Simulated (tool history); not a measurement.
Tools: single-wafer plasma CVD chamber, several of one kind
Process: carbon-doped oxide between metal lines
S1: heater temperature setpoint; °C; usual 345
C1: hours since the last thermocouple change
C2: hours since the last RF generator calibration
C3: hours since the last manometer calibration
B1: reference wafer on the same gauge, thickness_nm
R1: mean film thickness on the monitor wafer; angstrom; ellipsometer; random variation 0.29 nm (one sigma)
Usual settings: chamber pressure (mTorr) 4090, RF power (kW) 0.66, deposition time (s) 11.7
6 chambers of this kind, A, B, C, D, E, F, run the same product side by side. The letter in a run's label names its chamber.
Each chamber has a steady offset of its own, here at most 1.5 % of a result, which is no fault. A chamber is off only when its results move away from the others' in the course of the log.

Run 1A, hour 8.9: usual settings; C1 1334.9; C2 510.9; C3 491.2; B1 67.308. Result: R1 719.31 angstrom.
Run 2E, hour 16.3: usual settings; C1 896.4; C2 1807.7; C3 1054.4; B1 67.266. Result: R1 703.6 angstrom.
At hour 26.5: chamber E: RF generator calibrated.
Run 3D, hour 27: usual settings; C1 292.9; C2 416.4; C3 193.1; B1 67.348. Result: R1 710.07 angstrom.
Run 4F, hour 40: usual settings; C1 73.2; C2 1098.7; C3 1139.8; B1 67.256. Result: R1 711.74 angstrom.
Run 5B, hour 52.9: usual settings; C1 1601.9; C2 873.9; C3 1438.5; B1 67.366. Result: R1 709.45 angstrom.
Run 6C, hour 63.6: usual settings but deposition time (s) 9.6; C1 73.4; C2 157.8; C3 420.1; B1 67.333. Result: R1 588.19 angstrom.
Run 7E, hour 72.4: usual settings but deposition time (s) 9.6; C1 952.5; C2 45.9; C3 1110.5; B1 67.333. Result: R1 577.56 angstrom.
Run 8A, hour 81.8: usual settings but deposition time (s) 9.6; C1 1407.8; C2 583.8; C3 564.1; B1 67.289. Result: R1 595.49 angstrom.
At hour 93.8: chamber B: capacitance manometer re-zeroed and calibrated.
Run 9F, hour 94.9: usual settings but deposition time (s) 9.6; C1 128.1; C2 1153.6; C3 1194.7; B1 67.256. Result: R1 584.36 angstrom.
Run 10D, hour 107.5: usual settings but deposition time (s) 9.6; C1 373.4; C2 496.9; C3 273.6; B1 67.3. Result: R1 588.89 angstrom.
Run 11C, hour 116.2: usual settings but deposition time (s) 9.6; C1 126; C2 210.4; C3 472.7; B1 67.28. Result: R1 584.34 angstrom.
Run 12B, hour 124.9: usual settings but S1 335 °C, deposition time (s) 12.5; C1 1673.9; C2 945.9; C3 31.1; B1 67.266. Result: R1 780.19 angstrom.
Run 13B, hour 132: usual settings but S1 335 °C, deposition time (s) 12.5; C1 1681; C2 953; C3 38.2; B1 67.314. Result: R1 781.43 angstrom.
Run 14D, hour 141.1: usual settings but S1 335 °C, deposition time (s) 12.5; C1 407; C2 530.5; C3 307.2; B1 67.327. Result: R1 780.24 angstrom.
At hour 145.6: chamber B: thermocouple changed; heater temperature recalibrated.
Run 15A, hour 154.8: usual settings but S1 335 °C, deposition time (s) 12.5; C1 1480.8; C2 656.8; C3 637.1; B1 67.28. Result: R1 790.03 angstrom.
Run 16E, hour 162.8: usual settings but S1 335 °C, deposition time (s) 12.5; C1 1042.9; C2 136.3; C3 1200.9; B1 67.234. Result: R1 783.9 angstrom.
Run 17C, hour 170.6: usual settings but S1 335 °C, deposition time (s) 12.5; C1 180.4; C2 264.8; C3 527.1; B1 67.254. Result: R1 788.35 angstrom.
Run 18F, hour 181.6: usual settings but S1 333 °C, RF power (kW) 0.78; C1 214.8; C2 1240.3; C3 1281.4; B1 67.303. Result: R1 815.84 angstrom.
Run 19C, hour 189.7: usual settings but S1 333 °C, RF power (kW) 0.78; C1 199.5; C2 283.9; C3 546.2; B1 67.342. Result: R1 819.97 angstrom.
Run 20E, hour 202.9: usual settings but S1 333 °C, RF power (kW) 0.78; C1 1083; C2 176.4; C3 1241; B1 67.308. Result: R1 806.43 angstrom.
Run 21B, hour 209.1: usual settings but S1 333 °C, RF power (kW) 0.78; C1 63.6; C2 1030.1; C3 115.3; B1 67.376. Result: R1 817.27 angstrom.
Run 22F, hour 221.9: usual settings but S1 333 °C, RF power (kW) 0.78; C1 255.1; C2 1280.6; C3 1321.7; B1 67.302. Result: R1 815.16 angstrom.
Run 23D, hour 229.5: usual settings but S1 333 °C, RF power (kW) 0.78; C1 495.4; C2 618.9; C3 395.6; B1 67.294. Result: R1 818.18 angstrom.
Run 24A, hour 242.6: usual settings; C1 1568.6; C2 744.6; C3 724.9; B1 67.295. Result: R1 717.73 angstrom.
Run 25C, hour 249: usual settings; C1 258.8; C2 343.2; C3 605.5; B1 67.346. Result: R1 715.18 angstrom.
Run 26E, hour 259.8: usual settings; C1 1139.9; C2 233.3; C3 1297.9; B1 67.308. Result: R1 704.78 angstrom.
Run 27F, hour 266.4: usual settings; C1 299.6; C2 1325.1; C3 1366.2; B1 67.337. Result: R1 712.52 angstrom.
Run 28D, hour 276.7: usual settings; C1 542.6; C2 666.1; C3 442.8; B1 67.246. Result: R1 709.82 angstrom.
Run 29B, hour 285: usual settings; C1 139.5; C2 1106; C3 191.2; B1 67.304. Result: R1 707.59 angstrom.
Run 30A, hour 291.3: usual settings; C1 1617.3; C2 793.3; C3 773.6; B1 67.354. Result: R1 723.84 angstrom.
Run 31C, hour 304.2: usual settings; C1 314; C2 398.4; C3 660.7; B1 67.294. Result: R1 712.11 angstrom.
Run 32B, hour 315.5: usual settings; C1 170; C2 1136.5; C3 221.7; B1 67.303. Result: R1 708.38 angstrom.
Run 33A, hour 325.1: usual settings; C1 1651.1; C2 827.1; C3 807.4; B1 67.269. Result: R1 722.94 angstrom.
Run 34E, hour 337.4: usual settings; C1 1217.5; C2 310.9; C3 1375.5; B1 67.311. Result: R1 700.01 angstrom.
Run 35F, hour 345.7: usual settings; C1 378.9; C2 1404.4; C3 1445.5; B1 67.281. Result: R1 711.84 angstrom.
Run 36D, hour 355.7: usual settings; C1 621.6; C2 745.1; C3 521.8; B1 67.28. Result: R1 706.96 angstrom.
Run 37B, hour 362.4: usual settings; C1 216.9; C2 1183.4; C3 268.6; B1 67.301. Result: R1 700.88 angstrom.
Run 38F, hour 368.8: usual settings; C1 402; C2 1427.5; C3 1468.6; B1 67.356. Result: R1 708.45 angstrom.
Run 39D, hour 377.7: usual settings; C1 643.6; C2 767.1; C3 543.8; B1 67.296. Result: R1 707.85 angstrom.
Run 40A, hour 384.6: usual settings; C1 1710.6; C2 886.6; C3 866.9; B1 67.296. Result: R1 721.24 angstrom.
Run 41E, hour 396.3: usual settings; C1 1276.4; C2 369.8; C3 1434.4; B1 67.261. Result: R1 704.51 angstrom.
Run 42C, hour 402.7: usual settings but chamber pressure (mTorr) 4790, deposition time (s) 12.7; C1 412.5; C2 496.9; C3 759.2; B1 67.285. Result: R1 790.5 angstrom.
Run 43F, hour 412.4: usual settings but chamber pressure (mTorr) 4790, deposition time (s) 12.7; C1 445.6; C2 1471.1; C3 1512.2; B1 67.287. Result: R1 790.41 angstrom.

Next, every chamber runs the same settings. What will each give?
Run 44A, hour 422.6: usual settings. Result: R1 ?.
Run 44B, hour 422.6: usual settings. Result: R1 ?.
Run 44C, hour 422.6: usual settings. Result: R1 ?.
Run 44D, hour 422.6: usual settings. Result: R1 ?.
Run 44E, hour 422.6: usual settings. Result: R1 ?.
Run 44F, hour 422.6: usual settings. Result: R1 ?.

run      R1
44A  721.13
44B  709.99
44C  712.23
44D  709.61
44E  703.84
44F  709.67
